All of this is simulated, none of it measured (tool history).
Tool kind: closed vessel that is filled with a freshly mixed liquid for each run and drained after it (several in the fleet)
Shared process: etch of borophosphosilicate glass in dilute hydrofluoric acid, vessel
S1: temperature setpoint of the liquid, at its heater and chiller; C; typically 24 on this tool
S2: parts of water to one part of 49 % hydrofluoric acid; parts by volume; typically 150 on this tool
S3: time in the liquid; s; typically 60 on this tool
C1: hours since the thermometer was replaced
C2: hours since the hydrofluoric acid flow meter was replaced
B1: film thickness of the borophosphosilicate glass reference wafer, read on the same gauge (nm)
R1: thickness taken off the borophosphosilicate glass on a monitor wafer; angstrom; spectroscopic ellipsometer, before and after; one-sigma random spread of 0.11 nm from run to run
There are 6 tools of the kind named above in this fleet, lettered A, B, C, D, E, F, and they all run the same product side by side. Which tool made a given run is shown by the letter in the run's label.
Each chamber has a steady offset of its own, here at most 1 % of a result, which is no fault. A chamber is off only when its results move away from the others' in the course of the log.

run	hour	S1	S2	S3	C1	C2	B1	R1
1F	6.7	24	150	60	507.5	556.4	59.999	261.53
2B	15.2	24	150	60	409.1	1353	60.018	259.27
3E	25.8	24	150	60	1596.5	948.4	60.016	260.7
4D	38.2	24	150	60	650.8	77.2	59.978	260.67
5A	49.3	24	150	60	229.3	440.5	59.976	258.34
6C	61.6	24	150	60	328	312.3	60.008	259.09
7D	73.6	24	150	60	686.2	112.6	60.014	258.77
8E	84.5	24	150	60	1655.2	1007.1	60.022	261.58
9F	93.5	24	150	60	594.3	643.2	60.021	261.44
10B	106.9	25.5	150	30	500.8	1444.7	59.996	139
11C	119.2	25.5	150	30	385.6	369.9	60.002	135.81
12A	134.7	25.5	150	30	314.7	525.9	59.984	136.79
13F	142.5	25.5	150	30	643.3	692.2	60.002	138.12
14D	158	25.5	150	30	770.6	197	59.997	137.97
15E	171.5	25.5	150	30	1742.2	1094.1	59.965	139.76
16B	185.3	24	150	60	579.2	1523.1	59.989	260.56
17C	197.5	24	150	60	463.9	448.2	59.992	260.07
18A	204.7	24	150	60	384.7	595.9	60.006	260.64
19D	214.4	24	150	45	827	253.4	60.021	195.14
20A	222.9	24	150	45	402.9	614.1	60.013	194.98
21F	235.1	24	150	45	735.9	784.8	59.994	195.17
22E	249.2	24	150	45	1819.9	1171.8	59.994	198.81
23B	263.7	24	150	45	657.6	1601.5	59.99	196.07
24C	276.5	24	150	45	542.9	527.2	60.006	194.42
# hour 279.8: chamber B: hydrofluoric acid flow meter replaced
25A	287	24	150	60	467	678.2	59.99	260.47
26E	295.5	24	150	60	1866.2	1218.1	59.996	268.42
27B	306.2	24	150	60	700.1	26.4	60.014	260.52
28C	321.6	24	175	60	588	572.3	59.995	216.58
29F	335	24	175	60	835.8	884.7	60.018	219.12
30D	342	24	175	60	954.6	381	59.986	217.93
31B	352.8	24	175	60	746.7	73	60.016	217.47
32E	367	24	175	60	1937.7	1289.6	60.013	225.77
33D	375.2	24	175	60	987.8	414.2	60.019	216.57
34A	382.1	24	150	60	562.1	773.3	60.001	260.84
35C	389.8	24	150	30	656.2	640.5	59.989	128.86
36F	400.5	24	150	30	901.3	950.2	59.992	131.81
37E	411.3	24	150	30	1982	1333.9	59.991	136.08

Does one chamber stand apart from the rest, does the shared gauge drift, or is all well apart from small per-chamber offsets? Give the chamber and the most likely cause, where there is one.

It is chamber E that slowly wanders off from its peers.
What lies behind it: hydrofluoric acid flow above the setpoint (%) = 3.69.
It could be hard to tell apart here from: liquid hotter than its thermometer reads (K).

Here are 4 candidates for chamber E's next run, each the usual settings with a change, their results left as question marks. Which one brings its results back in line with what the others give on the usual settings?
Counts as in line when no further than this from what the other chambers average on the usual settings: R1 3.7 angstrom
38E-1	422.3	23.5	150	60				?
38E-2	422.3	24	145	60				?
38E-3	422.3	24.5	150	60				?
38E-4	422.3	23	150	60				?

Usual-settings mean across the other chambers: R1 260.62 angstrom
run	R1
38E-1	267.76
38E-2	283.99
38E-3	278.34
38E-4	262.54
38E-4 brings the chamber back in line.
